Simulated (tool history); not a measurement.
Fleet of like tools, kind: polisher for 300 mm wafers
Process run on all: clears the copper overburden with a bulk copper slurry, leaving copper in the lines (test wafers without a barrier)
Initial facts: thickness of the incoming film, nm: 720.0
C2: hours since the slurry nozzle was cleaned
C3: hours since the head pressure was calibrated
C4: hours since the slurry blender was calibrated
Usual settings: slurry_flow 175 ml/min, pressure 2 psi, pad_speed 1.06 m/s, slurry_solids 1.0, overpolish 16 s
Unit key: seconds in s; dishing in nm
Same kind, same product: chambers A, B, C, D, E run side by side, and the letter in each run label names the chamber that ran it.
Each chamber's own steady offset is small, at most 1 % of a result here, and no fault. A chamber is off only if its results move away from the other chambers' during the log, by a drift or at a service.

{"run": "1D", "hour": 6.9, "slurry_flow": 175, "pressure": 2, "pad_speed": 1.06, "slurry_solids": 1.0, "overpolish": 16, "wafers polished on this pad": 893, "C2": 136.2, "C3": 607.3, "C4": 145.0, "seconds": 103.39, "dishing": 62.718}
{"run": "2A", "hour": 11.2, "slurry_flow": 175, "pressure": 2, "pad_speed": 1.06, "slurry_solids": 1.0, "overpolish": 16, "wafers polished on this pad": 1277, "C2": 173.3, "C3": 168.0, "C4": 123.4, "seconds": 101.19, "dishing": 63.285}
{"run": "3B", "hour": 15.4, "slurry_flow": 175, "pressure": 2, "pad_speed": 1.06, "slurry_solids": 1.0, "overpolish": 16, "wafers polished on this pad": 1331, "C2": 540.2, "C3": 304.1, "C4": 157.0, "seconds": 101.74, "dishing": 64.386}
{"hour": 15.9, "done": "chamber B: worn pad replaced by a new one"}
{"run": "4C", "hour": 23.2, "slurry_flow": 175, "pressure": 2, "pad_speed": 1.06, "slurry_solids": 1.0, "overpolish": 16, "wafers polished on this pad": 344, "C2": 383.4, "C3": 533.2, "C4": 227.7, "seconds": 101.22, "dishing": 62.698}
{"run": "5E", "hour": 31.3, "slurry_flow": 175, "pressure": 2, "pad_speed": 1.06, "slurry_solids": 1.0, "overpolish": 16, "wafers polished on this pad": 477, "C2": 321.7, "C3": 230.5, "C4": 74.5, "seconds": 101.27, "dishing": 63.116}
{"run": "6A", "hour": 37.5, "slurry_flow": 175, "pressure": 2, "pad_speed": 1.06, "slurry_solids": 1.0, "overpolish": 16, "wafers polished on this pad": 1487, "C2": 199.6, "C3": 194.3, "C4": 149.7, "seconds": 103.55, "dishing": 63.304}
{"run": "7D", "hour": 41.5, "slurry_flow": 175, "pressure": 2, "pad_speed": 1.06, "slurry_solids": 0.9, "overpolish": 16, "wafers polished on this pad": 1168, "C2": 170.8, "C3": 641.9, "C4": 179.6, "seconds": 103.15, "dishing": 61.835}
{"run": "8C", "hour": 47.7, "slurry_flow": 175, "pressure": 2, "pad_speed": 1.06, "slurry_solids": 0.9, "overpolish": 16, "wafers polished on this pad": 540, "C2": 407.9, "C3": 557.7, "C4": 252.2, "seconds": 104.23, "dishing": 61.407}
{"run": "9B", "hour": 55.6, "slurry_flow": 175, "pressure": 2, "pad_speed": 1.06, "slurry_solids": 0.9, "overpolish": 16, "wafers polished on this pad": 317, "C2": 580.4, "C3": 344.3, "C4": 197.2, "seconds": 104.83, "dishing": 62.43}
{"hour": 58.9, "done": "chamber A: worn pad replaced by a new one"}
{"run": "10E", "hour": 62.0, "slurry_flow": 175, "pressure": 2, "pad_speed": 1.06, "slurry_solids": 0.9, "overpolish": 16, "wafers polished on this pad": 721, "C2": 352.4, "C3": 261.2, "C4": 105.2, "seconds": 104.98, "dishing": 60.033}
{"run": "11C", "hour": 66.1, "slurry_flow": 175, "pressure": 2, "pad_speed": 1.06, "slurry_solids": 0.9, "overpolish": 16, "wafers polished on this pad": 686, "C2": 426.3, "C3": 576.1, "C4": 270.6, "seconds": 104.55, "dishing": 62.823}
{"run": "12E", "hour": 72.2, "slurry_flow": 205, "pressure": 2, "pad_speed": 1.06, "slurry_solids": 1.0, "overpolish": 11, "wafers polished on this pad": 802, "C2": 362.6, "C3": 271.4, "C4": 115.4, "seconds": 100.81, "dishing": 49.706}
{"run": "13B", "hour": 79.8, "slurry_flow": 205, "pressure": 2, "pad_speed": 1.06, "slurry_solids": 1.0, "overpolish": 11, "wafers polished on this pad": 509, "C2": 604.6, "C3": 368.5, "C4": 221.4, "seconds": 99.665, "dishing": 51.08}
{"hour": 83.0, "done": "chamber E: slurry blender recalibrated"}
{"run": "14D", "hour": 85.2, "slurry_flow": 205, "pressure": 2, "pad_speed": 1.06, "slurry_solids": 1.0, "overpolish": 11, "wafers polished on this pad": 1517, "C2": 214.5, "C3": 685.6, "C4": 223.3, "seconds": 102.05, "dishing": 49.751}
{"hour": 91.5, "done": "chamber C: head pressure recalibrated"}
{"run": "15A", "hour": 92.1, "slurry_flow": 205, "pressure": 2, "pad_speed": 1.06, "slurry_solids": 1.0, "overpolish": 11, "wafers polished on this pad": 265, "C2": 254.2, "C3": 248.9, "C4": 204.3, "seconds": 100.48, "dishing": 48.697}
{"hour": 93.1, "done": "chamber B: slurry blender recalibrated"}
{"run": "16E", "hour": 96.7, "slurry_flow": 205, "pressure": 2, "pad_speed": 1.06, "slurry_solids": 1.0, "overpolish": 11, "wafers polished on this pad": 998, "C2": 387.1, "C3": 295.9, "C4": 13.7, "seconds": 101.11, "dishing": 48.018}
{"run": "17C", "hour": 100.5, "slurry_flow": 175, "pressure": 2, "pad_speed": 1.06, "slurry_solids": 1.0, "overpolish": 16, "wafers polished on this pad": 960, "C2": 460.7, "C3": 9.0, "C4": 305.0, "seconds": 103.6, "dishing": 62.928}
{"hour": 101.3, "done": "chamber E: head pressure recalibrated"}
{"run": "18B", "hour": 106.2, "slurry_flow": 175, "pressure": 2, "pad_speed": 1.06, "slurry_solids": 1.0, "overpolish": 16, "wafers polished on this pad": 720, "C2": 631.0, "C3": 394.9, "C4": 13.1, "seconds": 102.68, "dishing": 63.983}
{"run": "19D", "hour": 110.7, "slurry_flow": 175, "pressure": 2, "pad_speed": 1.06, "slurry_solids": 1.0, "overpolish": 16, "wafers polished on this pad": 1720, "C2": 240.0, "C3": 711.1, "C4": 248.8, "seconds": 104.42, "dishing": 62.134}
{"run": "20A", "hour": 117.6, "slurry_flow": 175, "pressure": 2, "pad_speed": 1.06, "slurry_solids": 1.0, "overpolish": 16, "wafers polished on this pad": 468, "C2": 279.7, "C3": 274.4, "C4": 229.8, "seconds": 101.81, "dishing": 64.235}
{"hour": 119.6, "done": "chamber B: slurry nozzle cleaned"}
{"run": "21E", "hour": 124.7, "slurry_flow": 175, "pressure": 2, "pad_speed": 1.06, "slurry_solids": 1.0, "overpolish": 16, "wafers polished on this pad": 1221, "C2": 415.1, "C3": 23.4, "C4": 41.7, "seconds": 103.76, "dishing": 62.829}
{"hour": 130.3, "done": "chamber E: worn pad replaced by a new one"}
{"run": "22A", "hour": 131.5, "slurry_flow": 175, "pressure": 2, "pad_speed": 1.06, "slurry_solids": 1.0, "overpolish": 16, "wafers polished on this pad": 579, "C2": 293.6, "C3": 288.3, "C4": 243.7, "seconds": 102.93, "dishing": 63.503}
{"hour": 135.0, "done": "chamber E: slurry nozzle cleaned"}
{"run": "23C", "hour": 135.6, "slurry_flow": 175, "pressure": 2, "pad_speed": 1.06, "slurry_solids": 1.0, "overpolish": 16, "wafers polished on this pad": 1240, "C2": 495.8, "C3": 44.1, "C4": 340.1, "seconds": 102.24, "dishing": 62.73}
{"hour": 139.4, "done": "chamber A: slurry blender recalibrated"}
{"run": "24B", "hour": 143.4, "slurry_flow": 175, "pressure": 2, "pad_speed": 1.06, "slurry_solids": 1.0, "overpolish": 16, "wafers polished on this pad": 1016, "C2": 23.8, "C3": 432.1, "C4": 50.3, "seconds": 98.954, "dishing": 62.318}
{"run": "25D", "hour": 148.9, "slurry_flow": 175, "pressure": 2, "pad_speed": 1.06, "slurry_solids": 1.0, "overpolish": 16, "wafers polished on this pad": 2024, "C2": 278.2, "C3": 749.3, "C4": 287.0, "seconds": 109.01, "dishing": 60.4}
{"run": "26A", "hour": 154.8, "slurry_flow": 175, "pressure": 2, "pad_speed": 1.06, "slurry_solids": 1.0, "overpolish": 16, "wafers polished on this pad": 764, "C2": 316.9, "C3": 311.6, "C4": 15.4, "seconds": 102.3, "dishing": 62.523}
{"hour": 156.8, "done": "chamber C: worn pad replaced by a new one"}
{"run": "27C", "hour": 160.7, "slurry_flow": 175, "pressure": 2, "pad_speed": 1.06, "slurry_solids": 1.0, "overpolish": 16, "wafers polished on this pad": 31, "C2": 520.9, "C3": 69.2, "C4": 365.2, "seconds": 100.53, "dishing": 63.34}
{"run": "28E", "hour": 168.3, "slurry_flow": 210, "pressure": 2, "pad_speed": 1.06, "slurry_solids": 1.0, "overpolish": 16, "wafers polished on this pad": 303, "C2": 33.3, "C3": 67.0, "C4": 85.3, "seconds": 99.119, "dishing": 63.898}
{"hour": 174.0, "done": "chamber B: worn pad replaced by a new one"}
{"run": "29B", "hour": 176.6, "slurry_flow": 210, "pressure": 2, "pad_speed": 1.06, "slurry_solids": 1.0, "overpolish": 16, "wafers polished on this pad": 20, "C2": 57.0, "C3": 465.3, "C4": 83.5, "seconds": 98.189, "dishing": 64.301}
{"run": "30D", "hour": 183.1, "slurry_flow": 210, "pressure": 2, "pad_speed": 1.06, "slurry_solids": 1.0, "overpolish": 16, "wafers polished on this pad": 2297, "C2": 312.4, "C3": 783.5, "C4": 321.2, "seconds": 106.59, "dishing": 60.263}
{"run": "31A", "hour": 189.0, "slurry_flow": 210, "pressure": 2, "pad_speed": 1.06, "slurry_solids": 1.0, "overpolish": 16, "wafers polished on this pad": 1037, "C2": 351.1, "C3": 345.8, "C4": 49.6, "seconds": 98.667, "dishing": 62.607}
{"run": "32E", "hour": 194.0, "slurry_flow": 210, "pressure": 2, "pad_speed": 1.06, "slurry_solids": 1.0, "overpolish": 16, "wafers polished on this pad": 507, "C2": 59.0, "C3": 92.7, "C4": 111.0, "seconds": 100.81, "dishing": 64.699}

All 5 chambers run these settings next. Forecast each chamber's results:
{"run": "33A", "hour": 200.0, "slurry_flow": 175, "pressure": 2, "pad_speed": 1.06, "slurry_solids": 1.0, "overpolish": 16, "seconds": "?", "dishing": "?"}
{"run": "33B", "hour": 200.0, "slurry_flow": 175, "pressure": 2, "pad_speed": 1.06, "slurry_solids": 1.0, "overpolish": 16, "seconds": "?", "dishing": "?"}
{"run": "33C", "hour": 200.0, "slurry_flow": 175, "pressure": 2, "pad_speed": 1.06, "slurry_solids": 1.0, "overpolish": 16, "seconds": "?", "dishing": "?"}
{"run": "33D", "hour": 200.0, "slurry_flow": 175, "pressure": 2, "pad_speed": 1.06, "slurry_solids": 1.0, "overpolish": 16, "seconds": "?", "dishing": "?"}
{"run": "33E", "hour": 200.0, "slurry_flow": 175, "pressure": 2, "pad_speed": 1.06, "slurry_solids": 1.0, "overpolish": 16, "seconds": "?", "dishing": "?"}

run=33A seconds=101.340 dishing=62.143
run=33B seconds=102.580 dishing=64.948
run=33C seconds=100.090 dishing=63.615
run=33D seconds=110.600 dishing=59.149
run=33E seconds=101.160 dishing=63.590
